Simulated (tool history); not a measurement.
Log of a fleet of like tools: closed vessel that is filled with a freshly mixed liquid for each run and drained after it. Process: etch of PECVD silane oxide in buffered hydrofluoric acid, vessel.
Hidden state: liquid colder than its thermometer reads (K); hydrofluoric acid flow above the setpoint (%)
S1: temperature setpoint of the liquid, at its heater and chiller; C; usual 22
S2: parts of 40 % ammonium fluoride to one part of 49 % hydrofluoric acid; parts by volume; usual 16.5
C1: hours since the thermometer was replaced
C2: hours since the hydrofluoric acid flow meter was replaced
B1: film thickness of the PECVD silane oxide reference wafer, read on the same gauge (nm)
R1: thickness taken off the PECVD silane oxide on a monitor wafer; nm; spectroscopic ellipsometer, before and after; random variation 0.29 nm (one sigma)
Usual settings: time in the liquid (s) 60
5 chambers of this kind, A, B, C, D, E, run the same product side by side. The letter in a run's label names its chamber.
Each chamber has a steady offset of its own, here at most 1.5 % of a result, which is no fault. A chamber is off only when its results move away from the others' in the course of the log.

-- hour=7.6 chamber B: hydrofluoric acid flow meter replaced
run 1E hour=8.5 | S1=22 S2=16.5 time_in_the_liquid_(s)=60 | C1=1344.3 C2=599.4 | B1=130 | R1=70.953
run 2C hour=18.4 | S1=22 S2=16.5 time_in_the_liquid_(s)=60 | C1=1507.9 C2=942.4 | B1=130 | R1=72.059
run 3A hour=26 | S1=22 S2=16.5 time_in_the_liquid_(s)=60 | C1=1197.8 C2=624.8 | B1=129.99 | R1=70.381
run 4B hour=31.5 | S1=22 S2=16.5 time_in_the_liquid_(s)=60 | C1=497.2 C2=24 | B1=130 | R1=71.111
run 5D hour=40.8 | S1=22 S2=16.5 time_in_the_liquid_(s)=60 | C1=540.9 C2=79.7 | B1=129.99 | R1=69.58
run 6B hour=47.6 | S1=22 S2=16.5 time_in_the_liquid_(s)=60 | C1=513.3 C2=40.1 | B1=130 | R1=70.997
run 7D hour=52.7 | S1=22 S2=16.5 time_in_the_liquid_(s)=60 | C1=552.8 C2=91.6 | B1=130.01 | R1=70.007
run 8E hour=58.5 | S1=22 S2=16.5 time_in_the_liquid_(s)=60 | C1=1394.3 C2=649.4 | B1=130.02 | R1=70.787
run 9A hour=62.9 | S1=22 S2=16.5 time_in_the_liquid_(s)=60 | C1=1234.7 C2=661.7 | B1=129.99 | R1=71.26
run 10C hour=67.9 | S1=22 S2=16.5 time_in_the_liquid_(s)=60 | C1=1557.4 C2=991.9 | B1=130.02 | R1=71.739
run 11C hour=73.3 | S1=19 S2=16.5 time_in_the_liquid_(s)=60 | C1=1562.8 C2=997.3 | B1=130.02 | R1=61.082
run 12A hour=78 | S1=19 S2=16.5 time_in_the_liquid_(s)=60 | C1=1249.8 C2=676.8 | B1=130 | R1=60.295
run 13E hour=86.4 | S1=19 S2=16.5 time_in_the_liquid_(s)=60 | C1=1422.2 C2=677.3 | B1=130.01 | R1=59.562
run 14B hour=96.4 | S1=19 S2=16.5 time_in_the_liquid_(s)=60 | C1=562.1 C2=88.9 | B1=129.97 | R1=59.798
run 15D hour=101.4 | S1=19 S2=16.5 time_in_the_liquid_(s)=60 | C1=601.5 C2=140.3 | B1=130.01 | R1=59.215
run 16C hour=109.2 | S1=22 S2=16.5 time_in_the_liquid_(s)=60 | C1=1598.7 C2=1033.2 | B1=129.99 | R1=72.432
run 17B hour=115.5 | S1=22 S2=16.5 time_in_the_liquid_(s)=60 | C1=581.2 C2=108 | B1=130 | R1=71.307
run 18E hour=121.5 | S1=22 S2=16.5 time_in_the_liquid_(s)=60 | C1=1457.3 C2=712.4 | B1=130 | R1=70.67
run 19D hour=131.1 | S1=22 S2=16.5 time_in_the_liquid_(s)=60 | C1=631.2 C2=170 | B1=130 | R1=70.169
run 20A hour=139.1 | S1=22 S2=16.5 time_in_the_liquid_(s)=60 | C1=1310.9 C2=737.9 | B1=130 | R1=71.511
run 21C hour=145.3 | S1=22 S2=16.5 time_in_the_liquid_(s)=60 | C1=1634.8 C2=1069.3 | B1=129.98 | R1=71.636
-- hour=151.3 chamber C: hydrofluoric acid flow meter replaced
run 22E hour=154.6 | S1=22 S2=16.5 time_in_the_liquid_(s)=60 | C1=1490.4 C2=745.5 | B1=130 | R1=70.222
run 23D hour=160.8 | S1=22 S2=16.5 time_in_the_liquid_(s)=60 | C1=660.9 C2=199.7 | B1=129.97 | R1=69.557
-- hour=162.2 chamber C: thermometer replaced
run 24A hour=169.6 | S1=22 S2=16.5 time_in_the_liquid_(s)=60 | C1=1341.4 C2=768.4 | B1=130 | R1=70.916
run 25B hour=176.8 | S1=22 S2=16.5 time_in_the_liquid_(s)=60 | C1=642.5 C2=169.3 | B1=129.98 | R1=70.395
run 26B hour=183.2 | S1=22 S2=16.5 time_in_the_liquid_(s)=60 | C1=648.9 C2=175.7 | B1=130 | R1=71.065
run 27D hour=192.7 | S1=22 S2=16.5 time_in_the_liquid_(s)=60 | C1=692.8 C2=231.6 | B1=129.99 | R1=70.141
run 28E hour=201.3 | S1=22 S2=16.5 time_in_the_liquid_(s)=60 | C1=1537.1 C2=792.2 | B1=129.99 | R1=69.878
run 29C hour=211 | S1=22 S2=21.5 time_in_the_liquid_(s)=60 | C1=48.8 C2=59.8 | B1=130.01 | R1=56.487
run 30A hour=216.3 | S1=22 S2=21.5 time_in_the_liquid_(s)=60 | C1=1388.1 C2=815.1 | B1=129.99 | R1=55.841
run 31E hour=222.6 | S1=22 S2=21.5 time_in_the_liquid_(s)=60 | C1=1558.4 C2=813.5 | B1=130.01 | R1=55.379
run 32B hour=228 | S1=22 S2=21.5 time_in_the_liquid_(s)=60 | C1=693.7 C2=220.5 | B1=130.01 | R1=55.944
run 33A hour=235.7 | S1=22 S2=21.5 time_in_the_liquid_(s)=60 | C1=1407.5 C2=834.5 | B1=130.01 | R1=56.083

Is one chamber off against the others, does the gauge drift, or is nothing wrong? If a chamber is off, say which, and what the likeliest cause is.

No chamber stands off beyond its own small offset, and the gauge holds steady.
